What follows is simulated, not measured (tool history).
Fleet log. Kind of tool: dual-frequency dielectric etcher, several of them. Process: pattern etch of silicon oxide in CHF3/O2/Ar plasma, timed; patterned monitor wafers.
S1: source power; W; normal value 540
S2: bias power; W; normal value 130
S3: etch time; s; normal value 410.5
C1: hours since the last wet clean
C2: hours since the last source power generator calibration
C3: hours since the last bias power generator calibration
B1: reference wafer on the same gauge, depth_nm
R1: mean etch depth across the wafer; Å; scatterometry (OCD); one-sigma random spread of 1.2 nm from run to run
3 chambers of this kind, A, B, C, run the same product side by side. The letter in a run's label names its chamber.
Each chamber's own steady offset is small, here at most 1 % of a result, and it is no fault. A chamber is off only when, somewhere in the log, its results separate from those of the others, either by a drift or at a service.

run   hour   S1   S2     S3     C1      C2      C3      B1      R1
 1C   12.5  540  130  410.5  135.8  2385.9   239.2  665.26  7086.4
 2A   28.0  540  130  410.5  141.6   685.4  2010.9  665.34  6989.2
 3B   41.8  540  130  410.5  201.3  4278.0   960.5  665.29  6974.9
 4C   55.5  540  130  410.5  178.8  2428.9   282.2  665.59  7069.4
 5B   68.6  540  100  410.5  228.1  4304.8   987.3  665.62  6420.3
 6A   79.2  540  100  410.5  192.8   736.6  2062.1  665.88  6460.4
 7A   89.1  540  100  410.5  202.7   746.5  2072.0  666.32  6458.5
 8C   97.1  540  130  410.5  220.4  2470.5   323.8  666.13  7083.7
 9B  109.1  540  130  410.5  268.6  4345.3  1027.8  666.40  6986.0
10A  122.6  540  130  410.5  236.2   780.0  2105.5  666.41  6994.4
11C  135.2  540  130  410.5  258.5  2508.6   361.9  666.55  7087.9
12B  150.4  540  130  410.5  309.9  4386.6  1069.1  666.48  6997.2
13B  159.2  450  130  410.5  318.7  4395.4  1077.9  666.99  6502.5
14A  173.5  450  130  410.5  287.1   830.9  2156.4  666.91  6539.2
15C  185.2  450  130  410.5  308.5  2558.6   411.9  667.25  6615.0
16C  192.7  540  130  410.5  316.0  2566.1   419.4  667.32  7075.5
17A  207.4  540  130  410.5  321.0   864.8  2190.3  667.22  7019.6
18B  220.7  540  130  410.5  380.2  4456.9  1139.4  667.29  6993.6
     226.4  -- chamber B: source power generator calibrated
19C  232.9  540  130  410.5  356.2  2606.3   459.6  667.79  7096.5
     243.3  -- chamber B: wet clean of the chamber
20A  246.1  540  130  410.5  359.7   903.5  2229.0  667.91  7032.3
21B  261.1  540  130  410.5   17.8    34.8  1179.8  668.19  6992.8
22A  275.5  540  130  410.5  389.1   932.9  2258.4  668.14  7005.3
23B  289.0  540  130  410.5   45.7    62.7  1207.7  668.41  6976.1
24C  302.2  540  130  410.5  425.5  2675.6   528.9  668.29  7105.3
25C  310.3  540  130  410.5  433.6  2683.7   537.0  668.39  7125.8
26A  322.2  540  130  410.5  435.8   979.6  2305.1  668.75  7025.4
27B  328.8  540  130  410.5   85.5   102.5  1247.5  668.53  6986.3
28B  341.8  540  130  410.5   98.5   115.5  1260.5  669.11  6989.8
     347.0  -- chamber A: wet clean of the chamber
29C  354.0  540  130  410.5  477.3  2727.4   580.7  668.94  7094.7
30A  368.0  540  130  410.5   21.1  1025.4  2350.9  669.22  7023.9
31C  382.3  540  130  410.5  505.6  2755.7   609.0  669.47  7109.3

Has any chamber moved away from the others, gradually or after a service, or does the common gauge drift, or do the chambers differ only by their own small steady offsets? State the chamber and the most likely cause if one applies.

The shared gauge is drifting. All chambers look as if they move in step, but none is off.
Most likely cause: gauge reads high (%) = 0.68.
